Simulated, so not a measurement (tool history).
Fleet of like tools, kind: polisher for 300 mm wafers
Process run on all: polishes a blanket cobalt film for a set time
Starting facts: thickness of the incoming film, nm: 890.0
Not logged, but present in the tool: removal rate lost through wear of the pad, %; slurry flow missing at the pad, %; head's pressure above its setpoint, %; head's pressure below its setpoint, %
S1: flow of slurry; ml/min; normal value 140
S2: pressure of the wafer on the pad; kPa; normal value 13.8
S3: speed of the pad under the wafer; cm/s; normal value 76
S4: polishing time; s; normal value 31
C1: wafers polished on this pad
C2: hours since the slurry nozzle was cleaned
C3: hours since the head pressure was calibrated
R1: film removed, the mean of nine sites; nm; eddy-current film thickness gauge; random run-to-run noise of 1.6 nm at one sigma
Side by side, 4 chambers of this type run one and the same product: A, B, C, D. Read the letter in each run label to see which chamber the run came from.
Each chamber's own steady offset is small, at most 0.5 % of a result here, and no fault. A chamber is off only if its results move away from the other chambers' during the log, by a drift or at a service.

| run | day | S1 | S2 | S3 | S4 | C1 | C2 | C3 | R1 |
|---|---|---|---|---|---|---|---|---|---|
| 1C | 0.117 | 140 | 13.8 | 76 | 31 | 629 | 105.4 | 1050.4 | 119.770 |
| 2B | 0.254 | 140 | 13.8 | 76 | 31 | 256 | 43.1 | 500.6 | 121.080 |
| 3A | 0.367 | 140 | 13.8 | 76 | 31 | 186 | 104.5 | 572.9 | 119.060 |
| 4D | 0.579 | 140 | 13.8 | 76 | 31 | 957 | 368.8 | 701.7 | 120.330 |
| 5A | 0.762 | 140 | 13.8 | 76 | 31 | 330 | 114.0 | 582.4 | 117.670 |
| 6C | 0.983 | 140 | 13.8 | 76 | 31 | 945 | 126.2 | 1071.2 | 120.460 |
|  | 1.017 | chamber D: worn pad replaced by a new one |
| 7D | 1.225 | 140 | 13.8 | 76 | 31 | 77 | 384.3 | 717.2 | 119.330 |
| 8B | 1.350 | 140 | 10.3 | 76 | 23 | 655 | 69.4 | 526.9 | 66.159 |
|  | 1.442 | chamber B: worn pad replaced by a new one |
| 9C | 1.529 | 140 | 10.3 | 76 | 23 | 1143 | 139.3 | 1084.3 | 65.797 |
|  | 1.633 | chamber C: worn pad replaced by a new one |
| 10B | 1.679 | 140 | 10.3 | 76 | 23 | 87 | 77.3 | 534.8 | 68.188 |
| 11A | 1.908 | 140 | 10.3 | 76 | 23 | 746 | 141.5 | 609.9 | 66.956 |
| 12D | 2.042 | 140 | 13.8 | 76 | 31 | 374 | 403.9 | 736.8 | 122.050 |
| 13C | 2.208 | 155 | 13.8 | 76 | 24 | 210 | 155.6 | 1100.6 | 95.270 |
| 14B | 2.367 | 155 | 13.8 | 76 | 24 | 338 | 93.8 | 551.3 | 94.738 |
| 15A | 2.525 | 155 | 13.8 | 76 | 24 | 971 | 156.3 | 624.7 | 93.608 |
| 16D | 2.725 | 155 | 13.8 | 76 | 24 | 622 | 420.3 | 753.2 | 92.176 |
| 17A | 2.971 | 140 | 13.8 | 76 | 31 | 1133 | 167.0 | 635.4 | 119.540 |
|  | 3.075 | chamber B: worn pad replaced by a new one |
| 18C | 3.146 | 140 | 13.8 | 76 | 31 | 551 | 178.1 | 1123.1 | 117.360 |
|  | 3.267 | chamber A: worn pad replaced by a new one |
| 19D | 3.308 | 140 | 13.8 | 76 | 31 | 834 | 434.3 | 767.2 | 115.210 |
| 20B | 3.538 | 140 | 13.8 | 76 | 31 | 169 | 121.9 | 579.4 | 117.980 |
| 21D | 3.646 | 140 | 13.8 | 76 | 31 | 957 | 442.4 | 775.3 | 114.430 |
| 22B | 3.838 | 140 | 13.8 | 76 | 31 | 278 | 129.1 | 586.6 | 119.760 |
|  | 3.929 | chamber D: head pressure recalibrated |
| 23A | 3.946 | 140 | 13.8 | 76 | 31 | 248 | 190.4 | 658.8 | 122.090 |
|  | 4.021 | chamber C: head pressure recalibrated |
| 24C | 4.067 | 140 | 13.8 | 76 | 31 | 886 | 200.2 | 1.1 | 116.630 |
|  | 4.129 | chamber D: worn pad replaced by a new one |
| 25C | 4.229 | 165 | 15.9 | 76 | 31 | 945 | 204.1 | 5.0 | 139.570 |
| 26D | 4.458 | 165 | 15.9 | 76 | 31 | 120 | 461.9 | 12.8 | 134.670 |
| 27B | 4.608 | 165 | 15.9 | 76 | 31 | 558 | 147.6 | 605.1 | 143.360 |
|  | 4.625 | chamber B: worn pad replaced by a new one |
| 28A | 4.821 | 165 | 15.9 | 76 | 31 | 566 | 211.4 | 679.8 | 141.220 |
| 29B | 4.938 | 140 | 13.8 | 76 | 31 | 115 | 155.5 | 613.0 | 117.880 |
|  | 4.996 | chamber C: worn pad replaced by a new one |
| 30D | 5.104 | 140 | 13.8 | 76 | 31 | 355 | 477.4 | 28.3 | 110.030 |
| 31A | 5.217 | 140 | 13.8 | 76 | 31 | 710 | 220.9 | 689.3 | 120.660 |
| 32C | 5.342 | 140 | 13.8 | 76 | 31 | 126 | 230.8 | 31.7 | 119.600 |

The same settings go to every chamber for the next run, one line per chamber below. Forecast the results for each:
| 33A | 5.521 | 140 | 15.9 | 76 | 31 |  |  |  | ? |
| 33B | 5.521 | 140 | 15.9 | 76 | 31 |  |  |  | ? |
| 33C | 5.521 | 140 | 15.9 | 76 | 31 |  |  |  | ? |
| 33D | 5.521 | 140 | 15.9 | 76 | 31 |  |  |  | ? |

| run | R1 |
|---|---|
| 33A | 135.100 |
| 33B | 136.480 |
| 33C | 138.510 |
| 33D | 122.820 |
